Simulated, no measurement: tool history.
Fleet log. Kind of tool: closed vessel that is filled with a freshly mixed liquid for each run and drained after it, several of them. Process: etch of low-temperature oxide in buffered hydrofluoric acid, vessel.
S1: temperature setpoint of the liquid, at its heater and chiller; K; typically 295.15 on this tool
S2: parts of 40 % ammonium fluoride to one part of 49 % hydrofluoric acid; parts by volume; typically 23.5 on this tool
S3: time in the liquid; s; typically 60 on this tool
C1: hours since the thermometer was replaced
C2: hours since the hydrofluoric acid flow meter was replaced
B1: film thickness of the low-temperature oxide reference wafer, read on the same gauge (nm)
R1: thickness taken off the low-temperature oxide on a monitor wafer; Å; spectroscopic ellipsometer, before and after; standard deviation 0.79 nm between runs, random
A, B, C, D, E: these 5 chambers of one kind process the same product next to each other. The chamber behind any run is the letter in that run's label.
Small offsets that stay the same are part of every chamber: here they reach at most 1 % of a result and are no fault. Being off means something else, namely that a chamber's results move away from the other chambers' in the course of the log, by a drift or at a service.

| run | hour | S1 | S2 | S3 | C1 | C2 | B1 | R1 |
|---|---|---|---|---|---|---|---|---|
| 1C | 3.5 | 295.15 | 23.5 | 60 | 627.2 | 332.5 | 99.993 | 981.75 |
| 2A | 6.6 | 295.15 | 23.5 | 60 | 1120.4 | 590.0 | 99.999 | 992.36 |
| 3B | 9.9 | 295.15 | 23.5 | 60 | 1166.0 | 664.6 | 99.965 | 954.29 |
| 4D | 14.0 | 295.15 | 23.5 | 60 | 1883.7 | 877.8 | 100.010 | 980.61 |
| 5E | 17.4 | 295.15 | 23.5 | 60 | 502.4 | 1551.5 | 100.020 | 967.00 |
| 6C | 19.6 | 295.15 | 23.5 | 60 | 643.3 | 348.6 | 99.991 | 970.77 |
| 7A | 22.3 | 295.15 | 23.5 | 60 | 1136.1 | 605.7 | 99.981 | 992.56 |
| 8D | 24.4 | 295.15 | 23.5 | 60 | 1894.1 | 888.2 | 100.020 | 981.96 |
| 9E | 26.9 | 293.15 | 19.5 | 60 | 511.9 | 1561.0 | 100.000 | 994.48 |
| 10B | 30.9 | 293.15 | 19.5 | 60 | 1187.0 | 685.6 | 100.030 | 1002.30 |
| 11C | 33.8 | 293.15 | 19.5 | 60 | 657.5 | 362.8 | 100.000 | 993.39 |
| 12A | 36.5 | 293.15 | 19.5 | 60 | 1150.3 | 619.9 | 100.030 | 1002.40 |
| 13E | 40.8 | 293.15 | 19.5 | 60 | 525.8 | 1574.9 | 100.020 | 991.31 |
| 14D | 42.8 | 295.15 | 23.5 | 60 | 1912.5 | 906.6 | 99.979 | 970.82 |
| 15B | 46.2 | 291.15 | 29.0 | 60 | 1202.3 | 700.9 | 99.995 | 674.93 |
| 16D | 49.3 | 291.15 | 29.0 | 60 | 1919.0 | 913.1 | 99.990 | 672.83 |
| 17B | 51.3 | 291.15 | 29.0 | 60 | 1207.4 | 706.0 | 99.992 | 681.67 |
| 18E | 54.8 | 291.15 | 29.0 | 60 | 539.8 | 1588.9 | 100.000 | 666.47 |
| 19A | 58.8 | 291.15 | 29.0 | 60 | 1172.6 | 642.2 | 100.010 | 686.03 |
| 20C | 60.7 | 295.15 | 23.5 | 60 | 684.4 | 389.7 | 100.000 | 965.28 |
| 21A | 64.9 | 295.15 | 23.5 | 60 | 1178.7 | 648.3 | 100.000 | 988.19 |
| 22B | 67.9 | 297.65 | 16.5 | 60 | 1224.0 | 722.6 | 100.010 | 1484.10 |
| 23D | 71.6 | 297.65 | 16.5 | 60 | 1941.3 | 935.4 | 100.000 | 1504.70 |
| 24C | 73.7 | 297.65 | 16.5 | 60 | 697.4 | 402.7 | 100.010 | 1506.10 |
| 25E | 75.9 | 297.65 | 16.5 | 60 | 560.9 | 1610.0 | 99.984 | 1490.60 |
| 26C | 79.4 | 297.65 | 16.5 | 60 | 703.1 | 408.4 | 99.997 | 1518.30 |
| 27A | 83.1 | 295.15 | 23.5 | 60 | 1196.9 | 666.5 | 99.983 | 996.09 |
| 28E | 87.0 | 295.15 | 23.5 | 60 | 572.0 | 1621.1 | 99.983 | 960.45 |
| 29B | 89.6 | 295.15 | 23.5 | 60 | 1245.7 | 744.3 | 99.979 | 973.55 |
| 30D | 93.6 | 295.15 | 23.5 | 60 | 1963.3 | 957.4 | 99.999 | 985.26 |
| 31C | 95.5 | 295.15 | 23.5 | 60 | 719.2 | 424.5 | 99.987 | 972.44 |
| 32E | 97.4 | 295.15 | 23.5 | 60 | 582.4 | 1631.5 | 100.030 | 964.10 |
| 33B | 100.3 | 295.15 | 23.5 | 60 | 1256.4 | 755.0 | 99.985 | 975.72 |
| 34D | 102.3 | 295.15 | 23.5 | 60 | 1972.0 | 966.1 | 100.020 | 974.90 |
| 35A | 105.7 | 295.15 | 23.5 | 60 | 1219.5 | 689.1 | 99.990 | 982.22 |
| 36A | 108.4 | 295.15 | 23.5 | 60 | 1222.2 | 691.8 | 100.010 | 985.44 |

For the next run the whole fleet of 5 chambers uses the same settings. Give each chamber's results:
| 37A | 111.5 | 295.15 | 23.5 | 60 |  |  |  | ? |
| 37B | 111.5 | 295.15 | 23.5 | 60 |  |  |  | ? |
| 37C | 111.5 | 295.15 | 23.5 | 60 |  |  |  | ? |
| 37D | 111.5 | 295.15 | 23.5 | 60 |  |  |  | ? |
| 37E | 111.5 | 295.15 | 23.5 | 60 |  |  |  | ? |

| run | R1 |
|---|---|
| 37A | 988.30 |
| 37B | 981.18 |
| 37C | 981.71 |
| 37D | 983.29 |
| 37E | 980.75 |
